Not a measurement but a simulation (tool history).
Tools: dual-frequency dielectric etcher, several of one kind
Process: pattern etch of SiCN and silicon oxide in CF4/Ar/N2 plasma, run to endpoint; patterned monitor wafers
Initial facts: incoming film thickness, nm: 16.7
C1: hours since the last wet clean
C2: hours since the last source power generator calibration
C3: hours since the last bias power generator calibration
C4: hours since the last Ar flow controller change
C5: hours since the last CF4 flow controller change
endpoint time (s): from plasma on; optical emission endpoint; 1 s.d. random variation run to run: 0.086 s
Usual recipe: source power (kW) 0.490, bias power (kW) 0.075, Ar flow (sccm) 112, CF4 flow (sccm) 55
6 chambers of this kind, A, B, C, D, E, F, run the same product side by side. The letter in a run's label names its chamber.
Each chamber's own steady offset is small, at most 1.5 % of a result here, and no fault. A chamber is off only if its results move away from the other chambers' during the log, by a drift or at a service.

At hour 11.1: chamber A: bias power generator calibrated.
Run 1E, hour 12.3: usual settings; C1 264.6; C2 3466.5; C3 341.8; C4 2422.7; C5 5581.8. Result: endpoint time (s) 18.638.
Run 2A, hour 18.6: usual settings; C1 191.5; C2 1073.7; C3 7.6; C4 3886.0; C5 1304.0. Result: endpoint time (s) 18.529.
Run 3C, hour 28.6: usual settings; C1 601.3; C2 1825.2; C3 3023.6; C4 54.3; C5 5159.3. Result: endpoint time (s) 18.620.
At hour 31.2: chamber E: Ar flow controller replaced.
At hour 31.9: chamber C: wet clean of the chamber.
Run 4B, hour 40.1: usual settings; C1 297.5; C2 2232.0; C3 4491.0; C4 222.8; C5 4113.3. Result: endpoint time (s) 18.753.
Run 5D, hour 46.8: usual settings but source power (kW) 0.550; C1 489.0; C2 4095.9; C3 892.8; C4 364.2; C5 4406.7. Result: endpoint time (s) 16.998.
Run 6F, hour 54.6: usual settings but source power (kW) 0.550; C1 282.0; C2 176.8; C3 2281.8; C4 2758.7; C5 2616.0. Result: endpoint time (s) 16.993.
At hour 57.5: chamber B: bias power generator calibrated.
Run 7C, hour 63.9: usual settings but source power (kW) 0.550; C1 32.1; C2 1860.5; C3 3058.9; C4 89.6; C5 5194.6. Result: endpoint time (s) 16.948.
Run 8E, hour 74.9: usual settings but source power (kW) 0.550; C1 327.2; C2 3529.1; C3 404.4; C4 43.7; C5 5644.4. Result: endpoint time (s) 16.838.
Run 9B, hour 82.9: usual settings but source power (kW) 0.550; C1 340.3; C2 2274.8; C3 25.5; C4 265.6; C5 4156.1. Result: endpoint time (s) 17.137.
Run 10F, hour 91.9: usual settings but source power (kW) 0.550; C1 319.3; C2 214.1; C3 2319.1; C4 2796.0; C5 2653.3. Result: endpoint time (s) 16.970.
Run 11D, hour 100.7: usual settings; C1 542.9; C2 4149.8; C3 946.7; C4 418.1; C5 4460.6. Result: endpoint time (s) 18.940.
At hour 104.3: chamber D: wet clean of the chamber.
Run 12A, hour 111.8: usual settings; C1 284.7; C2 1166.9; C3 100.8; C4 3979.2; C5 1397.2. Result: endpoint time (s) 18.454.
At hour 114.7: chamber F: bias power generator calibrated.
Run 13A, hour 118.0: usual settings but source power (kW) 0.570, Ar flow (sccm) 99; C1 290.9; C2 1173.1; C3 107.0; C4 3985.4; C5 1403.4. Result: endpoint time (s) 15.725.
Run 14E, hour 124.3: usual settings but source power (kW) 0.570, Ar flow (sccm) 99; C1 376.6; C2 3578.5; C3 453.8; C4 93.1; C5 5693.8. Result: endpoint time (s) 15.941.
Run 15F, hour 132.8: usual settings but source power (kW) 0.570, Ar flow (sccm) 99; C1 360.2; C2 255.0; C3 18.2; C4 2836.9; C5 2694.2. Result: endpoint time (s) 16.207.
Run 16D, hour 143.5: usual settings but source power (kW) 0.570, Ar flow (sccm) 99; C1 39.2; C2 4192.6; C3 989.5; C4 460.9; C5 4503.4. Result: endpoint time (s) 16.298.
At hour 148.5: chamber B: wet clean of the chamber.
Run 17C, hour 155.8: usual settings but source power (kW) 0.570, Ar flow (sccm) 99; C1 124.0; C2 1952.4; C3 3150.8; C4 181.5; C5 5286.5. Result: endpoint time (s) 16.152.
At hour 159.0: chamber B: CF4 flow controller replaced.
Run 18B, hour 167.8: usual settings but source power (kW) 0.570, Ar flow (sccm) 99; C1 19.3; C2 2359.7; C3 110.4; C4 350.5; C5 8.9. Result: endpoint time (s) 16.209.
Run 19E, hour 175.8: usual settings; C1 428.1; C2 3630.0; C3 505.3; C4 144.6; C5 5745.3. Result: endpoint time (s) 18.849.
Run 20D, hour 187.5: usual settings; C1 83.2; C2 4236.6; C3 1033.5; C4 504.9; C5 4547.4. Result: endpoint time (s) 19.033.
Run 21F, hour 198.7: usual settings; C1 426.1; C2 320.9; C3 84.1; C4 2902.8; C5 2760.1. Result: endpoint time (s) 18.856.
Run 22C, hour 205.3: usual settings; C1 173.5; C2 2001.9; C3 3200.3; C4 231.0; C5 5336.0. Result: endpoint time (s) 18.838.
Run 23A, hour 212.0: usual settings; C1 384.9; C2 1267.1; C3 201.0; C4 4079.4; C5 1497.4. Result: endpoint time (s) 18.244.
Run 24B, hour 225.4: usual settings; C1 76.9; C2 2417.3; C3 168.0; C4 408.1; C5 66.5. Result: endpoint time (s) 19.015.
Run 25B, hour 235.0: usual settings; C1 86.5; C2 2426.9; C3 177.6; C4 417.7; C5 76.1. Result: endpoint time (s) 18.992.
At hour 241.9: chamber F: wet clean of the chamber.
Run 26E, hour 243.5: usual settings but bias power (kW) 0.061, CF4 flow (sccm) 50; C1 495.8; C2 3697.7; C3 573.0; C4 212.3; C5 5813.0. Result: endpoint time (s) 20.318.
Run 27F, hour 252.5: usual settings but bias power (kW) 0.061, CF4 flow (sccm) 50; C1 10.6; C2 374.7; C3 137.9; C4 2956.6; C5 2813.9. Result: endpoint time (s) 20.599.
Run 28A, hour 265.2: usual settings but bias power (kW) 0.061, CF4 flow (sccm) 50; C1 438.1; C2 1320.3; C3 254.2; C4 4132.6; C5 1550.6. Result: endpoint time (s) 19.809.
Run 29C, hour 272.9: usual settings but bias power (kW) 0.061, CF4 flow (sccm) 50; C1 241.1; C2 2069.5; C3 3267.9; C4 298.6; C5 5403.6. Result: endpoint time (s) 20.318.
Run 30D, hour 279.1: usual settings but bias power (kW) 0.061, CF4 flow (sccm) 50; C1 174.8; C2 4328.2; C3 1125.1; C4 596.5; C5 4639.0. Result: endpoint time (s) 20.824.
At hour 281.0: chamber E: CF4 flow controller replaced.
At hour 288.7: chamber E: wet clean of the chamber.
Run 31C, hour 291.1: usual settings but bias power (kW) 0.061, CF4 flow (sccm) 50; C1 259.3; C2 2087.7; C3 3286.1; C4 316.8; C5 5421.8. Result: endpoint time (s) 20.485.
Run 32D, hour 300.2: usual settings; C1 195.9; C2 4349.3; C3 1146.2; C4 617.6; C5 4660.1. Result: endpoint time (s) 19.053.
Run 33B, hour 311.1: usual settings; C1 162.6; C2 2503.0; C3 253.7; C4 493.8; C5 152.2. Result: endpoint time (s) 18.747.
Run 34A, hour 320.9: usual settings; C1 493.8; C2 1376.0; C3 309.9; C4 4188.3; C5 1606.3. Result: endpoint time (s) 18.111.
Run 35E, hour 327.1: usual settings; C1 38.5; C2 3781.3; C3 656.6; C4 295.9; C5 46.2. Result: endpoint time (s) 18.667.
Run 36F, hour 337.4: usual settings; C1 95.5; C2 459.6; C3 222.8; C4 3041.5; C5 2898.8. Result: endpoint time (s) 18.900.
Run 37D, hour 346.6: usual settings but Ar flow (sccm) 90; C1 242.3; C2 4395.7; C3 1192.6; C4 664.0; C5 4706.5. Result: endpoint time (s) 18.373.
Run 38F, hour 357.1: usual settings but Ar flow (sccm) 90; C1 115.2; C2 479.3; C3 242.5; C4 3061.2; C5 2918.5. Result: endpoint time (s) 18.145.
Run 39B, hour 363.5: usual settings but Ar flow (sccm) 90; C1 215.0; C2 2555.4; C3 306.1; C4 546.2; C5 204.6. Result: endpoint time (s) 18.264.

Next, all 6 chambers run the settings below, one line each with question marks for the results. What does each chamber give?
Run 40A, hour 373.2: usual settings. Result: endpoint time (s) ?.
Run 40B, hour 373.2: usual settings. Result: endpoint time (s) ?.
Run 40C, hour 373.2: usual settings. Result: endpoint time (s) ?.
Run 40D, hour 373.2: usual settings. Result: endpoint time (s) ?.
Run 40E, hour 373.2: usual settings. Result: endpoint time (s) ?.
Run 40F, hour 373.2: usual settings. Result: endpoint time (s) ?.

run  endpoint time (s)
40A             17.972
40B             18.766
40C             18.712
40D             19.013
40E             18.645
40F             18.798
